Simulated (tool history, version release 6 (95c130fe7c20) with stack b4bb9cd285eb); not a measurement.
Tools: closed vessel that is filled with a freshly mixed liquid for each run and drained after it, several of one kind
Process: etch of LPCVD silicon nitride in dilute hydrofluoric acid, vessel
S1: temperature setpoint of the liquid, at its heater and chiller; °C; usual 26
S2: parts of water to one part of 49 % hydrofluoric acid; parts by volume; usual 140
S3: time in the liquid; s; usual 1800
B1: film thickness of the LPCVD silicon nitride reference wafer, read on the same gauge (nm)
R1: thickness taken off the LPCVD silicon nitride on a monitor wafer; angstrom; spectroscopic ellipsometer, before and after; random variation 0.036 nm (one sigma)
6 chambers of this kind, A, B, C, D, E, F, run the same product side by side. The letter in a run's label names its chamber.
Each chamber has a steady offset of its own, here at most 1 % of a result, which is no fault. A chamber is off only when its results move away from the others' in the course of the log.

run   hour    S1   S2    S3      B1      R1
       0.1  -- chamber C: hydrofluoric acid flow meter replaced
 1F    2.2    26  140  1800  90.009  83.766
 2D    5.9    26  140  1800  89.984  84.433
 3A    9.4    26  140  1800   89.97  84.506
 4E   12.1    26  140  1800  89.995  84.687
 5B   14.3    26  140  1800  89.999  85.806
 6C   16.5    26  140  1800  89.989  85.074
 7F   18.8    26  140  1800  90.015   84.48
 8E   21.5  22.5  205  1800  89.976  45.884
 9B   25.5  22.5  205  1800  89.977  46.461
10C   28.8  22.5  205  1800  89.991  46.604
11D     32  22.5  205  1800  89.981  46.461
12A   35.6  22.5  205  1800   89.96  46.248
13E   38.6  22.5  205  1800  90.014  46.011
14B   42.4    26  140   895  90.005  42.217
15A   46.8    26  140   895  90.014   42.21
16C     49    26  140   895  90.014  42.416
      49.9  -- chamber F: thermometer replaced
17D   51.7    26  140   895  90.007  41.851
18F   54.2    26  140   895  90.027  41.728
19E   56.5    26  140   895  89.971  41.574
20F   59.6    26  140  1800  90.005  83.758
21D   62.8    26  140  1800  90.024  84.937
22A   66.6    26  140  1800  89.975  84.564
23C   71.2    26  140  1800  90.022  84.842
24B   73.3    26  140  1800  90.011  85.251
25A   78.2    26  140  1800  90.045  84.156
26C   82.9    26  140  1800  89.986  84.762
27D   85.5    26  140  1800  89.983  84.446
28F   88.6    26  140  1800  90.002  83.857
29B   91.4    26  140  1800  89.956  84.549
30E   94.6    26  140  2180  89.989  101.26
31F   97.9    26  140  2180  90.028  101.81
32C  100.9    26  140  2180  89.995     103
33A  103.2    26  140  2180  90.014  102.41
34B    106    26  140  2180  89.966  104.36
35D  110.8    26  140  2180  89.966  103.48
36E  113.6    26  140  1800  89.988  82.156
37A  115.8    26  140  1800  90.007  84.644
38B  120.5    24   85  1800  89.982  122.53
39D  123.4    24   85  1800  90.003  120.64
40E  127.6    24   85  1800  89.978  119.25
41F  132.3    24   85  1800  89.968  121.63

All 6 chambers run these settings next. Forecast each chamber's results:
42A  135.8  26  140  1800       ?
42B  135.8  26  140  1800       ?
42C  135.8  26  140  1800       ?
42D  135.8  26  140  1800       ?
42E  135.8  26  140  1800       ?
42F  135.8  26  140  1800       ?

run      R1
42A  84.843
42B   85.59
42C  85.552
42D  85.049
42E  82.537
42F  83.753
